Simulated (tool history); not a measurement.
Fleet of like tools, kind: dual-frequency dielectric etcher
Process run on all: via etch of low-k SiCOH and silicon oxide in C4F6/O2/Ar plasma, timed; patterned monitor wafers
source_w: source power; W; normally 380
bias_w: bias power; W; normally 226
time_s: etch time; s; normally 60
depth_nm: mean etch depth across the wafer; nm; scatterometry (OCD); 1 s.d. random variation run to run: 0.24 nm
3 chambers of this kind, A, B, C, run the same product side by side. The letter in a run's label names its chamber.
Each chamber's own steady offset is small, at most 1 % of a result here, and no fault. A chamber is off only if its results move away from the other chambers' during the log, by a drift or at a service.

run   hour  source_w  bias_w  time_s  read-back reference wafer on the same gauge, depth_nm  depth_nm
 1B    7.2       380     226      60                                                 208.96     176.9
 2C   17.1       380     226      60                                                 208.86     178.8
 3A   25.9       380     226      60                                                  208.8    177.26
 4B     33       380     226      60                                                 208.79    176.85
 5C   39.6       380     226      60                                                 208.72    178.44
 6A   49.9       380     226      60                                                  208.7    176.62
 7C     57       380     226      60                                                 208.65    178.71
 8B   67.1       380     226      60                                                 208.55    176.43
 9A   74.4       380     226      60                                                  208.5    176.63
10B   84.1       380     226      60                                                 208.47    176.44
11A   91.8       380     226      60                                                 208.38    176.59
12C  100.1       380     226      60                                                 208.38    178.23
13B  109.7       380     226      60                                                 208.28    176.25
14A  119.2       380     226      60                                                 208.26    176.13
     119.7  -- chamber B: wet clean of the chamber
15C  124.2       380     226      60                                                 208.17    178.22
16B  132.9       320     226    65.5                                                 208.11    180.33
17A  138.2       320     226    65.5                                                 208.15    179.98
18C  142.8       320     226    65.5                                                 208.18    181.53
19B  148.9       380     226      60                                                 208.06    176.43
20C  157.4       380     226      60                                                    208    177.87
21A  163.2       380     226      60                                                 207.97     176.1
22A  173.7       380     226    42.5                                                 207.94    124.59
23B  181.1       380     226    42.5                                                 207.87    124.69

What goes on in this fleet: one chamber off, a drifting gauge, or nothing beyond the chambers' own small offsets? Name the chamber and the cause, if any.

Every chamber seems to shift together because the gauge that measures them all drifts; the chambers themselves are fine.
What lies behind it: gauge reads low (%) = 0.569.
